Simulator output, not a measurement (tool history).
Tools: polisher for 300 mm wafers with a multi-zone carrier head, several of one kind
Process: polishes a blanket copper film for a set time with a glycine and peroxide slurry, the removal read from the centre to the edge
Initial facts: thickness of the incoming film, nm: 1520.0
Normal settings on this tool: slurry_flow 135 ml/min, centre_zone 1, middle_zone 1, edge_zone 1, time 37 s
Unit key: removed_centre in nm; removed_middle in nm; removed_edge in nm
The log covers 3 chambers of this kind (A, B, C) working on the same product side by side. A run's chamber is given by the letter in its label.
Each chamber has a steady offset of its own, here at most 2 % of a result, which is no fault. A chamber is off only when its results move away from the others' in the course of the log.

run	hour	slurry_flow	centre_zone	middle_zone	edge_zone	time	removed_centre	removed_middle	removed_edge
# hour 2.8: chamber A: worn pad replaced by a new one
1C	8	135	1	1	1	37	298.07	289.69	283.54
2A	18.5	135	1	1	1	37	279.75	283.87	285.14
# hour 22.7: chamber C: centre zone pressure recalibrated
# hour 30.2: chamber B: worn pad replaced by a new one
3B	30.6	135	1	1	1	37	291.66	289.26	294.41
# hour 31.6: chamber B: slurry nozzle cleaned
4A	37.6	135	1	1	1	37	276.74	281.93	285.36
5C	50.9	135	1	1	1	37	290.98	288.39	286.88
# hour 53.7: chamber A: slurry nozzle cleaned
6B	62.6	135	1	1	1	37	282.5	289.94	293.17
7A	68.8	135	1	1	1	37	282.09	284.8	286.33
8C	74.5	135	1	1	1	37	284.58	289.68	288.68
# hour 78: chamber A: worn pad replaced by a new one
# hour 79.2: chamber C: worn pad replaced by a new one
9B	81.7	135	1	1	1	37	288.58	286.32	285.95
10C	91.5	165	0.92	1	1	37	270.97	299.19	293.35
11A	99.4	165	0.92	1	1	37	260.86	292.8	291.39
12B	106.4	165	0.92	1	1	37	276.38	302.56	300.16
13A	114.3	135	1	1	1	37	281.27	282.75	285.33
14B	126.1	135	1	1	1	37	276.82	287.26	283.97
# hour 131.4: chamber B: worn pad replaced by a new one
15C	138.5	135	1	1	1	37	282.84	286.24	278.85
16A	147.3	135	1	1	1	37	280.62	283.39	288.74
# hour 148.6: chamber A: worn pad replaced by a new one
17C	156.5	135	1	1	1	37	285.04	281.99	283.68
18B	164.5	135	1	1	1	37	286.1	290.8	287.96
19C	170.9	135	1	1	1	37	275.09	285.16	284.84
20A	182	135	1	1	1	37	284.94	281.62	283.1
# hour 184: chamber A: edge zone pressure recalibrated
21B	189.3	135	1	1	1	37	290.47	289.95	288.22
22B	198.7	135	1	1	1	37	281.7	290.11	291.41
# hour 204.2: chamber C: worn pad replaced by a new one
23A	206.5	135	1	1	1	37	278.25	281.81	284.74
24C	212.3	135	1	1	1	37	280.44	279.39	280.12
25C	222.4	135	1	1	1	37	281.53	278.32	285.63
# hour 229.6: chamber A: worn pad replaced by a new one
26B	231	165	1	0.95	1	37	300.04	285.56	294.79
# hour 236.7: chamber B: worn pad replaced by a new one
27A	237.6	165	1	0.95	1	37	295.64	282.1	289.01
28B	250.7	165	1	0.95	1	37	289.81	286.96	295.88
29A	263.2	135	1	1	1	37	280.87	282.27	284.3
30C	270.9	135	1	1	1	37	273.72	276.62	283.21
31B	281.2	135	1	1	1	37	278.17	288.96	292.72
32A	292.3	135	1	1	1	37	273.87	280.85	281.1
# hour 298.5: chamber C: edge zone pressure recalibrated
33C	298.8	135	1	1	1	37	271.11	273.67	277.59
# hour 304.2: chamber A: slurry nozzle cleaned
34B	307.1	135	1	1	1	37	282	288.86	292.72
# hour 314.8: chamber A: worn pad replaced by a new one
35C	318.5	135	1	1	1.04	37	269.56	271.94	282.75
36A	331.7	135	1	1	1.04	37	286.73	281.83	290.79
# hour 333.6: chamber C: worn pad replaced by a new one
37B	339.4	135	1	1	1.04	37	291.38	286.78	296.13
38C	346.1	135	1	1	1	37	267.6	271.69	276.45
# hour 352.9: chamber B: worn pad replaced by a new one
39A	353.8	135	1	1	1	37	280.7	286.41	282.59
40A	362.2	135	1	1	1	37	277.32	283.17	286.12
41B	368.4	135	1	1	1	37	285.71	289.5	291.47

Is one chamber out of step, is the gauge drifting, or do the chambers differ by no more than their own small offsets? For an off chamber, give its letter and the likeliest cause.

One chamber, C, drifts off from the rest bit by bit.
Cause: slurry flow missing at the pad, % = 25.8.

Which of the 4 candidates below, each the usual settings with something changed and its results left as question marks, puts chamber C back in line with what the other chambers give on the usual settings?
In line here means within this much of the mean the other chambers give on the usual settings: removed_centre 13 nm; removed_middle 6.8 nm; removed_edge 9.6 nm
42C-1	377.9	135	1	1	1	36	?	?	?
42C-2	377.9	135	0.99	0.99	1	35	?	?	?
42C-3	377.9	135	1	1	1	38	?	?	?
42C-4	377.9	140	1	1.01	0.99	39	?	?	?

The other chambers' mean on the usual settings: removed_centre 284.37 nm; removed_middle 286.13 nm; removed_edge 287.4 nm
run	removed_centre	removed_middle	removed_edge
42C-1	260.68	260.95	264.15
42C-2	250.65	251.42	256.85
42C-3	275.17	275.44	278.83
42C-4	285.69	288.1	286.52
42C-4 brings the chamber back in line.

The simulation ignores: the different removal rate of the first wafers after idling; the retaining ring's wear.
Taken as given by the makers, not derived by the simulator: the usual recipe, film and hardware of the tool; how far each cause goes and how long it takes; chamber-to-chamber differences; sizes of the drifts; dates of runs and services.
